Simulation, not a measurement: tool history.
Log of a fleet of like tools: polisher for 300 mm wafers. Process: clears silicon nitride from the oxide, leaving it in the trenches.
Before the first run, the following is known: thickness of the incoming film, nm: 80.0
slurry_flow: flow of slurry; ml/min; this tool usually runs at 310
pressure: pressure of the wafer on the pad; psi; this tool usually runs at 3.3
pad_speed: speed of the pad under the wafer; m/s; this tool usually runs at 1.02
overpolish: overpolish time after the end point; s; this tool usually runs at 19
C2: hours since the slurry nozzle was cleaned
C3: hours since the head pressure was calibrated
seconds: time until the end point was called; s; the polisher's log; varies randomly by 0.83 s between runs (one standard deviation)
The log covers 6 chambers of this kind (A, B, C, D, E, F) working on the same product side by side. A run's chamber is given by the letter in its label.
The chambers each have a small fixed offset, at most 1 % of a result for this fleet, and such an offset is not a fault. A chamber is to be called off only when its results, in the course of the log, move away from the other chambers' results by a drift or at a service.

run 1C hour=8.5 | slurry_flow=310 pressure=3.3 pad_speed=1.02 overpolish=19 | wafers_polished_on_this_pad=944 C2=193.6 C3=527.8 | seconds=82.790
-- hour=15.0 chamber C: worn pad replaced by a new one
run 2B hour=15.2 | slurry_flow=310 pressure=3.3 pad_speed=1.02 overpolish=19 | wafers_polished_on_this_pad=670 C2=548.2 C3=576.9 | seconds=83.850
-- hour=20.0 chamber A: slurry nozzle cleaned
run 3E hour=28.1 | slurry_flow=310 pressure=3.3 pad_speed=1.02 overpolish=19 | wafers_polished_on_this_pad=675 C2=273.3 C3=229.8 | seconds=82.872
-- hour=36.4 chamber B: worn pad replaced by a new one
run 4A hour=41.5 | slurry_flow=310 pressure=3.3 pad_speed=1.02 overpolish=19 | wafers_polished_on_this_pad=1329 C2=21.6 C3=93.9 | seconds=82.820
-- hour=46.5 chamber E: worn pad replaced by a new one
-- hour=55.2 chamber F: worn pad replaced by a new one
run 5F hour=55.4 | slurry_flow=310 pressure=3.3 pad_speed=1.02 overpolish=19 | wafers_polished_on_this_pad=2 C2=352.5 C3=1072.2 | seconds=84.824
-- hour=61.7 chamber F: slurry nozzle cleaned
run 6D hour=62.2 | slurry_flow=310 pressure=3.3 pad_speed=1.02 overpolish=19 | wafers_polished_on_this_pad=1538 C2=282.1 C3=294.8 | seconds=84.613
-- hour=69.0 chamber D: worn pad replaced by a new one
run 7F hour=72.5 | slurry_flow=310 pressure=3.3 pad_speed=1.02 overpolish=19 | wafers_polished_on_this_pad=203 C2=10.9 C3=1089.3 | seconds=84.626
run 8B hour=79.5 | slurry_flow=310 pressure=3.3 pad_speed=1.02 overpolish=19 | wafers_polished_on_this_pad=507 C2=612.5 C3=641.2 | seconds=82.871
run 9C hour=92.7 | slurry_flow=310 pressure=3.3 pad_speed=1.02 overpolish=19 | wafers_polished_on_this_pad=915 C2=277.8 C3=612.0 | seconds=83.070
-- hour=94.0 chamber E: head pressure recalibrated
-- hour=96.3 chamber C: worn pad replaced by a new one
run 10D hour=100.9 | slurry_flow=310 pressure=3.3 pad_speed=1.02 overpolish=19 | wafers_polished_on_this_pad=375 C2=320.8 C3=333.5 | seconds=83.589
-- hour=102.4 chamber E: slurry nozzle cleaned
run 11E hour=110.2 | slurry_flow=310 pressure=3.3 pad_speed=1.02 overpolish=19 | wafers_polished_on_this_pad=749 C2=7.8 C3=16.2 | seconds=82.413
-- hour=112.3 chamber B: worn pad replaced by a new one
run 12A hour=117.5 | slurry_flow=310 pressure=3.3 pad_speed=1.02 overpolish=19 | wafers_polished_on_this_pad=2223 C2=97.6 C3=169.9 | seconds=85.879
-- hour=125.5 chamber E: worn pad replaced by a new one
run 13A hour=126.8 | slurry_flow=310 pressure=3.3 pad_speed=1.02 overpolish=19 | wafers_polished_on_this_pad=2333 C2=106.9 C3=179.2 | seconds=85.333
run 14D hour=135.9 | slurry_flow=310 pressure=3.3 pad_speed=1.02 overpolish=19 | wafers_polished_on_this_pad=787 C2=355.8 C3=368.5 | seconds=83.797
-- hour=136.3 chamber F: worn pad replaced by a new one
run 15B hour=143.8 | slurry_flow=310 pressure=3.3 pad_speed=1.02 overpolish=19 | wafers_polished_on_this_pad=371 C2=676.8 C3=705.5 | seconds=83.491
run 16C hour=155.5 | slurry_flow=310 pressure=3.3 pad_speed=1.02 overpolish=19 | wafers_polished_on_this_pad=697 C2=340.6 C3=674.8 | seconds=82.800
-- hour=156.9 chamber B: head pressure recalibrated
run 17F hour=168.4 | slurry_flow=310 pressure=3.3 pad_speed=1.02 overpolish=19 | wafers_polished_on_this_pad=377 C2=106.8 C3=1185.2 | seconds=84.662
-- hour=182.9 chamber C: worn pad replaced by a new one
run 18E hour=183.0 | slurry_flow=310 pressure=3.3 pad_speed=1.02 overpolish=19 | wafers_polished_on_this_pad=676 C2=80.6 C3=89.0 | seconds=82.678
-- hour=187.2 chamber D: worn pad replaced by a new one
run 19F hour=189.6 | slurry_flow=310 pressure=3.3 pad_speed=1.02 overpolish=19 | wafers_polished_on_this_pad=627 C2=128.0 C3=1206.4 | seconds=83.521
-- hour=189.9 chamber B: worn pad replaced by a new one
run 20C hour=198.3 | slurry_flow=310 pressure=3.3 pad_speed=1.02 overpolish=19 | wafers_polished_on_this_pad=181 C2=383.4 C3=717.6 | seconds=82.215
-- hour=204.6 chamber E: worn pad replaced by a new one
run 21A hour=212.5 | slurry_flow=310 pressure=3.3 pad_speed=1.02 overpolish=19 | wafers_polished_on_this_pad=3341 C2=192.6 C3=264.9 | seconds=88.903
-- hour=220.1 chamber F: worn pad replaced by a new one
run 22D hour=226.9 | slurry_flow=310 pressure=3.3 pad_speed=1.02 overpolish=19 | wafers_polished_on_this_pad=467 C2=446.8 C3=459.5 | seconds=83.273
-- hour=231.5 chamber B: slurry nozzle cleaned
run 23E hour=239.3 | slurry_flow=310 pressure=3.3 pad_speed=1.02 overpolish=19 | wafers_polished_on_this_pad=408 C2=136.9 C3=145.3 | seconds=83.648
run 24B hour=248.5 | slurry_flow=310 pressure=3.3 pad_speed=1.02 overpolish=19 | wafers_polished_on_this_pad=690 C2=17.0 C3=91.6 | seconds=83.092
-- hour=254.4 chamber D: head pressure recalibrated
-- hour=257.3 chamber B: worn pad replaced by a new one
run 25F hour=258.6 | slurry_flow=310 pressure=3.3 pad_speed=1.02 overpolish=19 | wafers_polished_on_this_pad=453 C2=197.0 C3=1275.4 | seconds=84.878
-- hour=268.2 chamber C: worn pad replaced by a new one
-- hour=270.9 chamber E: worn pad replaced by a new one
run 26E hour=271.6 | slurry_flow=310 pressure=3.3 pad_speed=1.02 overpolish=19 | wafers_polished_on_this_pad=8 C2=169.2 C3=177.6 | seconds=81.814
run 27B hour=280.8 | slurry_flow=270 pressure=3.3 pad_speed=1.02 overpolish=19 | wafers_polished_on_this_pad=277 C2=49.3 C3=123.9 | seconds=85.046
run 28A hour=287.2 | slurry_flow=270 pressure=3.3 pad_speed=1.02 overpolish=19 | wafers_polished_on_this_pad=4220 C2=267.3 C3=339.6 | seconds=91.861
run 29C hour=293.5 | slurry_flow=270 pressure=3.3 pad_speed=1.02 overpolish=19 | wafers_polished_on_this_pad=298 C2=478.6 C3=812.8 | seconds=84.415
-- hour=299.6 chamber F: worn pad replaced by a new one
run 30D hour=301.1 | slurry_flow=270 pressure=3.3 pad_speed=1.02 overpolish=19 | wafers_polished_on_this_pad=1340 C2=521.0 C3=46.7 | seconds=85.064
run 31B hour=313.4 | slurry_flow=270 pressure=3.3 pad_speed=1.02 overpolish=19 | wafers_polished_on_this_pad=661 C2=81.9 C3=156.5 | seconds=84.899
run 32E hour=321.2 | slurry_flow=270 pressure=3.3 pad_speed=1.02 overpolish=19 | wafers_polished_on_this_pad=592 C2=218.8 C3=227.2 | seconds=82.460
-- hour=326.7 chamber D: worn pad replaced by a new one
run 33D hour=329.0 | slurry_flow=230 pressure=3.3 pad_speed=1.02 overpolish=19 | wafers_polished_on_this_pad=28 C2=548.9 C3=74.6 | seconds=88.052
run 34C hour=339.5 | slurry_flow=230 pressure=3.3 pad_speed=1.02 overpolish=19 | wafers_polished_on_this_pad=839 C2=524.6 C3=858.8 | seconds=83.747
-- hour=348.9 chamber A: head pressure recalibrated
run 35F hour=352.7 | slurry_flow=230 pressure=3.3 pad_speed=1.02 overpolish=19 | wafers_polished_on_this_pad=625 C2=291.1 C3=1369.5 | seconds=86.829
-- hour=356.1 chamber C: worn pad replaced by a new one
run 36A hour=366.0 | slurry_flow=230 pressure=3.3 pad_speed=1.02 overpolish=19 | wafers_polished_on_this_pad=5147 C2=346.1 C3=17.2 | seconds=96.061
run 37C hour=378.5 | slurry_flow=230 pressure=3.3 pad_speed=1.02 overpolish=19 | wafers_polished_on_this_pad=263 C2=563.6 C3=897.8 | seconds=86.169

Next, every chamber runs the same settings. What will each give?
run 38A hour=389.0 | slurry_flow=310 pressure=3.3 pad_speed=1.02 overpolish=19 | seconds=?
run 38B hour=389.0 | slurry_flow=310 pressure=3.3 pad_speed=1.02 overpolish=19 | seconds=?
run 38C hour=389.0 | slurry_flow=310 pressure=3.3 pad_speed=1.02 overpolish=19 | seconds=?
run 38D hour=389.0 | slurry_flow=310 pressure=3.3 pad_speed=1.02 overpolish=19 | seconds=?
run 38E hour=389.0 | slurry_flow=310 pressure=3.3 pad_speed=1.02 overpolish=19 | seconds=?
run 38F hour=389.0 | slurry_flow=310 pressure=3.3 pad_speed=1.02 overpolish=19 | seconds=?

run=38A seconds=95.843
run=38B seconds=83.076
run=38C seconds=83.797
run=38D seconds=84.649
run=38E seconds=82.205
run=38F seconds=84.477
